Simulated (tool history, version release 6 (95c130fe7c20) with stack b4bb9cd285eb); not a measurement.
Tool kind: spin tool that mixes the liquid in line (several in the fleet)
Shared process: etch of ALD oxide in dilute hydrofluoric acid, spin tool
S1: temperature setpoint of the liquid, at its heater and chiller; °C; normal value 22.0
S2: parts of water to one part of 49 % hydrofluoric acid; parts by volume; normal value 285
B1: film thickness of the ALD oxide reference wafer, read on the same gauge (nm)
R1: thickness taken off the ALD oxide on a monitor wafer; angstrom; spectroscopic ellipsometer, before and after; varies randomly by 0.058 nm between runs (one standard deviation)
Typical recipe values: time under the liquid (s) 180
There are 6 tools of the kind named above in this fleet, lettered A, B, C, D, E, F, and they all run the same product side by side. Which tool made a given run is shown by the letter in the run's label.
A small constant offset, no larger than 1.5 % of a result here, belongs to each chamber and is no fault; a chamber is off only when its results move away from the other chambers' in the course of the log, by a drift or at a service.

Run 1F, hour 7.0: usual settings; B1 130.02. Result: R1 79.434 angstrom.
Run 2A, hour 14.5: usual settings; B1 130.01. Result: R1 77.920 angstrom.
Run 3B, hour 20.9: usual settings; B1 130.02. Result: R1 78.603 angstrom.
Run 4C, hour 24.8: usual settings; B1 129.98. Result: R1 78.302 angstrom.
At hour 26.3: chamber B: hydrofluoric acid flow meter replaced.
Run 5D, hour 31.0: usual settings; B1 130.00. Result: R1 79.650 angstrom.
Run 6E, hour 39.3: usual settings; B1 130.02. Result: R1 77.309 angstrom.
Run 7B, hour 44.1: usual settings; B1 130.02. Result: R1 77.913 angstrom.
Run 8D, hour 51.9: usual settings; B1 130.03. Result: R1 79.268 angstrom.
Run 9A, hour 58.8: usual settings; B1 130.01. Result: R1 78.680 angstrom.
Run 10C, hour 62.6: usual settings; B1 130.00. Result: R1 78.235 angstrom.
Run 11F, hour 69.1: usual settings; B1 129.99. Result: R1 79.134 angstrom.
Run 12E, hour 73.0: usual settings; B1 130.00. Result: R1 76.950 angstrom.
Run 13D, hour 78.6: usual settings; B1 130.00. Result: R1 78.805 angstrom.
Run 14F, hour 85.4: usual settings; B1 130.01. Result: R1 78.522 angstrom.
Run 15A, hour 89.3: usual settings; B1 129.99. Result: R1 78.327 angstrom.
At hour 94.2: chamber C: hydrofluoric acid flow meter replaced.
Run 16C, hour 95.1: usual settings; B1 129.99. Result: R1 78.172 angstrom.
Run 17E, hour 102.0: usual settings; B1 130.01. Result: R1 76.881 angstrom.
At hour 103.2: chamber D: hydrofluoric acid flow meter replaced.
At hour 106.4: chamber F: hydrofluoric acid flow meter replaced.
Run 18B, hour 108.9: usual settings; B1 129.97. Result: R1 77.731 angstrom.
Run 19D, hour 113.7: usual settings; B1 129.98. Result: R1 79.424 angstrom.
Run 20A, hour 120.2: usual settings; B1 130.02. Result: R1 76.404 angstrom.
Run 21C, hour 126.5: usual settings but S2 225 parts by volume; B1 130.00. Result: R1 106.540 angstrom.
Run 22F, hour 130.5: usual settings but S2 225 parts by volume; B1 129.98. Result: R1 105.210 angstrom.
Run 23E, hour 138.7: usual settings but S2 225 parts by volume; B1 130.01. Result: R1 102.030 angstrom.
Run 24B, hour 145.1: usual settings but S2 225 parts by volume; B1 129.98. Result: R1 104.400 angstrom.
Run 25F, hour 150.3: usual settings but S2 225 parts by volume; B1 130.00. Result: R1 106.180 angstrom.
Run 26E, hour 157.3: usual settings but S2 225 parts by volume; B1 129.99. Result: R1 103.630 angstrom.
Run 27C, hour 163.4: usual settings but time under the liquid (s) 260; B1 130.04. Result: R1 112.870 angstrom.
Run 28D, hour 168.2: usual settings but time under the liquid (s) 260; B1 130.03. Result: R1 114.090 angstrom.
Run 29B, hour 175.4: usual settings but time under the liquid (s) 260; B1 129.98. Result: R1 114.700 angstrom.
Run 30A, hour 183.1: usual settings but time under the liquid (s) 260; B1 129.99. Result: R1 108.020 angstrom.
Run 31F, hour 191.0: usual settings but time under the liquid (s) 260; B1 129.96. Result: R1 112.710 angstrom.
Run 32D, hour 194.7: usual settings but time under the liquid (s) 260; B1 130.00. Result: R1 113.780 angstrom.
At hour 196.0: chamber E: hydrofluoric acid flow meter replaced.
Run 33A, hour 201.6: usual settings; B1 129.96. Result: R1 73.945 angstrom.
Run 34E, hour 207.5: usual settings; B1 130.00. Result: R1 76.736 angstrom.
Run 35B, hour 214.7: usual settings; B1 130.00. Result: R1 78.838 angstrom.
Run 36C, hour 222.8: usual settings but S1 20.0 °C; B1 130.00. Result: R1 73.461 angstrom.
Run 37C, hour 227.3: usual settings but S1 20.0 °C; B1 130.00. Result: R1 73.251 angstrom.
Run 38F, hour 234.2: usual settings but S1 20.0 °C; B1 129.98. Result: R1 72.580 angstrom.
Run 39D, hour 241.3: usual settings but S1 20.0 °C; B1 130.03. Result: R1 73.127 angstrom.
Run 40E, hour 247.6: usual settings but S1 20.0 °C; B1 130.00. Result: R1 71.357 angstrom.
Run 41A, hour 252.3: usual settings but S1 20.0 °C; B1 129.98. Result: R1 67.014 angstrom.
Run 42B, hour 256.0: usual settings; B1 130.03. Result: R1 79.088 angstrom.
Run 43F, hour 262.9: usual settings; B1 130.01. Result: R1 78.501 angstrom.

Is one chamber out of step, is the gauge drifting, or do the chambers differ by no more than their own small offsets? For an off chamber, give its letter and the likeliest cause.

Little by little, chamber A moves away from the other chambers.
What lies behind it: liquid colder than its thermometer reads (K) = 2.17.
From this log alone, it may not be told apart from: hydrofluoric acid flow below the setpoint (%).

Below are 4 candidate recipes for chamber A's next run, each the usual settings with a change, their results shown as question marks. Which of them brings A's results back in line with what the other chambers give on the usual settings?
Counts as in line when no further than this from what the other chambers average on the usual settings: R1 2.000 angstrom
Run 44A-1, hour 268.9: usual settings but S2 295 parts by volume, time under the liquid (s) 175. Result: R1 ?.
Run 44A-2, hour 268.9: usual settings but S1 21.0 °C. Result: R1 ?.
Run 44A-3, hour 268.9: usual settings but time under the liquid (s) 195. Result: R1 ?.
Run 44A-4, hour 268.9: usual settings but S1 23.0 °C. Result: R1 ?.

On the usual settings, the other chambers give on average: R1 78.382 angstrom
  run      R1
44A-1  67.545
44A-2  69.856
44A-3  78.597
44A-4  75.287
44A-3 is the one that brings the chamber's results back in line with the other chambers.

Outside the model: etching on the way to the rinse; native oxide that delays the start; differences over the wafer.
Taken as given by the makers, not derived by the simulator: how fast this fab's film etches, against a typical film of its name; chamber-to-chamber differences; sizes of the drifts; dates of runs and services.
